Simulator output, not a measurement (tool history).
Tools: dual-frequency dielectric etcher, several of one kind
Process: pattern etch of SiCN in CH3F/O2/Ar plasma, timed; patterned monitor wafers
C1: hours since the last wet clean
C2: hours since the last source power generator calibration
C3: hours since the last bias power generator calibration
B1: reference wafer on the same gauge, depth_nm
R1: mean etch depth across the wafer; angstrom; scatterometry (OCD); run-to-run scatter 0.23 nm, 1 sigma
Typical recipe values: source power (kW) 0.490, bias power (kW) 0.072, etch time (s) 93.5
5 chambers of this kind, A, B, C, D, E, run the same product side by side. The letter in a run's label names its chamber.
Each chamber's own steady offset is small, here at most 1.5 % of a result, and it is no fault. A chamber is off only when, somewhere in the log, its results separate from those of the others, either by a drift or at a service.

Run 1D, day 0.333: usual settings; C1 109.6; C2 1140.8; C3 1958.2; B1 33.928. Result: R1 381.12 angstrom.
Run 2C, day 0.871: usual settings; C1 254.6; C2 1021.5; C3 164.5; B1 33.887. Result: R1 381.51 angstrom.
Run 3A, day 1.288: usual settings; C1 455.7; C2 2068.1; C3 681.0; B1 33.864. Result: R1 380.47 angstrom.
Run 4B, day 1.917: usual settings; C1 60.3; C2 121.4; C3 317.4; B1 33.860. Result: R1 378.73 angstrom.
Run 5E, day 2.471: usual settings; C1 354.1; C2 615.6; C3 2734.6; B1 33.847. Result: R1 382.22 angstrom.
At day 2.629: chamber A: wet clean of the chamber.
Run 6A, day 3.117: usual settings; C1 11.8; C2 2112.0; C3 724.9; B1 33.934. Result: R1 381.65 angstrom.
Run 7B, day 3.521: usual settings; C1 98.8; C2 159.9; C3 355.9; B1 33.911. Result: R1 378.98 angstrom.
Run 8E, day 3.875: usual settings; C1 387.8; C2 649.3; C3 2768.3; B1 33.894. Result: R1 380.26 angstrom.
Run 9D, day 4.533: usual settings; C1 210.4; C2 1241.6; C3 2059.0; B1 33.919. Result: R1 383.57 angstrom.
Run 10C, day 5.142: usual settings; C1 357.1; C2 1124.0; C3 267.0; B1 33.889. Result: R1 383.41 angstrom.
Run 11E, day 5.517: usual settings; C1 427.2; C2 688.7; C3 2807.7; B1 33.855. Result: R1 380.25 angstrom.
Run 12B, day 6.138: usual settings; C1 161.6; C2 222.7; C3 418.7; B1 33.849. Result: R1 376.84 angstrom.
Run 13D, day 6.462: usual settings but bias power (kW) 0.060; C1 256.7; C2 1287.9; C3 2105.3; B1 33.898. Result: R1 358.36 angstrom.
Run 14C, day 7.008: usual settings but bias power (kW) 0.060; C1 401.9; C2 1168.8; C3 311.8; B1 33.884. Result: R1 354.98 angstrom.
Run 15A, day 7.346: usual settings but bias power (kW) 0.060; C1 113.3; C2 2213.5; C3 826.4; B1 33.879. Result: R1 360.82 angstrom.
At day 7.704: chamber D: bias power generator calibrated.
Run 16E, day 7.950: usual settings but bias power (kW) 0.060; C1 485.6; C2 747.1; C3 2866.1; B1 33.952. Result: R1 355.98 angstrom.
Run 17C, day 8.250: usual settings but bias power (kW) 0.060; C1 431.7; C2 1198.6; C3 341.6; B1 33.908. Result: R1 353.80 angstrom.
Run 18A, day 8.771: usual settings; C1 147.5; C2 2247.7; C3 860.6; B1 33.934. Result: R1 380.06 angstrom.
Run 19B, day 9.083: usual settings; C1 232.3; C2 293.4; C3 489.4; B1 33.890. Result: R1 372.94 angstrom.
Run 20D, day 9.688: usual settings; C1 334.1; C2 1365.3; C3 47.7; B1 33.859. Result: R1 378.47 angstrom.
At day 9.792: chamber E: bias power generator calibrated.
At day 9.833: chamber E: wet clean of the chamber.
Run 21E, day 10.162: usual settings; C1 8.0; C2 800.2; C3 9.0; B1 33.897. Result: R1 379.23 angstrom.
Run 22B, day 10.546: usual settings; C1 267.4; C2 328.5; C3 524.5; B1 33.927. Result: R1 376.62 angstrom.
Run 23D, day 11.225: usual settings; C1 371.0; C2 1402.2; C3 84.6; B1 33.925. Result: R1 383.00 angstrom.
Run 24A, day 11.792: usual settings; C1 220.0; C2 2320.2; C3 933.1; B1 33.898. Result: R1 382.56 angstrom.
Run 25C, day 12.092: usual settings; C1 523.9; C2 1290.8; C3 433.8; B1 33.825. Result: R1 374.29 angstrom.
Run 26D, day 12.642: usual settings but source power (kW) 0.440, bias power (kW) 0.090; C1 405.0; C2 1436.2; C3 118.6; B1 33.889. Result: R1 399.06 angstrom.
Run 27A, day 13.325: usual settings but source power (kW) 0.440, bias power (kW) 0.090; C1 256.8; C2 2357.0; C3 969.9; B1 33.902. Result: R1 399.40 angstrom.
Run 28B, day 13.871: usual settings but source power (kW) 0.440, bias power (kW) 0.090; C1 347.2; C2 408.3; C3 604.3; B1 33.896. Result: R1 384.74 angstrom.
Run 29E, day 14.304: usual settings but source power (kW) 0.440, bias power (kW) 0.090; C1 107.4; C2 899.6; C3 108.4; B1 33.820. Result: R1 396.77 angstrom.
Run 30C, day 14.771: usual settings but source power (kW) 0.440, bias power (kW) 0.090; C1 588.2; C2 1355.1; C3 498.1; B1 33.931. Result: R1 391.82 angstrom.
Run 31B, day 15.121: usual settings; C1 377.2; C2 438.3; C3 634.3; B1 33.885. Result: R1 379.56 angstrom.
Run 32C, day 15.617: usual settings but etch time (s) 69.5; C1 608.5; C2 1375.4; C3 518.4; B1 33.910. Result: R1 281.22 angstrom.
Run 33E, day 16.208: usual settings but etch time (s) 69.5; C1 153.1; C2 945.3; C3 154.1; B1 33.894. Result: R1 280.01 angstrom.
At day 16.446: chamber C: wet clean of the chamber.
At day 16.546: chamber D: wet clean of the chamber.
Run 34A, day 16.867: usual settings but etch time (s) 69.5; C1 341.8; C2 2442.0; C3 1054.9; B1 33.866. Result: R1 285.15 angstrom.
Run 35D, day 17.458: usual settings but etch time (s) 69.5; C1 21.9; C2 1551.8; C3 234.2; B1 33.911. Result: R1 283.27 angstrom.
Run 36B, day 18.058: usual settings but etch time (s) 69.5; C1 447.7; C2 508.8; C3 704.8; B1 33.925. Result: R1 278.66 angstrom.
Run 37D, day 18.646: usual settings; C1 50.4; C2 1580.3; C3 262.7; B1 33.855. Result: R1 385.82 angstrom.
At day 18.854: chamber A: wet clean of the chamber.
Run 38E, day 19.100: usual settings; C1 222.5; C2 1014.7; C3 223.5; B1 33.907. Result: R1 378.94 angstrom.
Run 39A, day 19.562: usual settings; C1 17.1; C2 2506.7; C3 1119.6; B1 33.926. Result: R1 380.06 angstrom.
Run 40C, day 20.062: usual settings; C1 86.8; C2 1482.1; C3 625.1; B1 33.882. Result: R1 382.61 angstrom.
Run 41E, day 20.392: usual settings; C1 253.5; C2 1045.7; C3 254.5; B1 33.859. Result: R1 380.72 angstrom.
Run 42D, day 20.908: usual settings; C1 104.7; C2 1634.6; C3 317.0; B1 33.931. Result: R1 379.90 angstrom.

Read the log: is a single chamber off, either drifting away or since a service, is the gauge that measures every chamber drifting, or is nothing wrong beyond small per-chamber offsets? Name any odd chamber and what most likely caused it.

No chamber is off and the gauge is stable; the differences are just each chamber's small, constant offset.

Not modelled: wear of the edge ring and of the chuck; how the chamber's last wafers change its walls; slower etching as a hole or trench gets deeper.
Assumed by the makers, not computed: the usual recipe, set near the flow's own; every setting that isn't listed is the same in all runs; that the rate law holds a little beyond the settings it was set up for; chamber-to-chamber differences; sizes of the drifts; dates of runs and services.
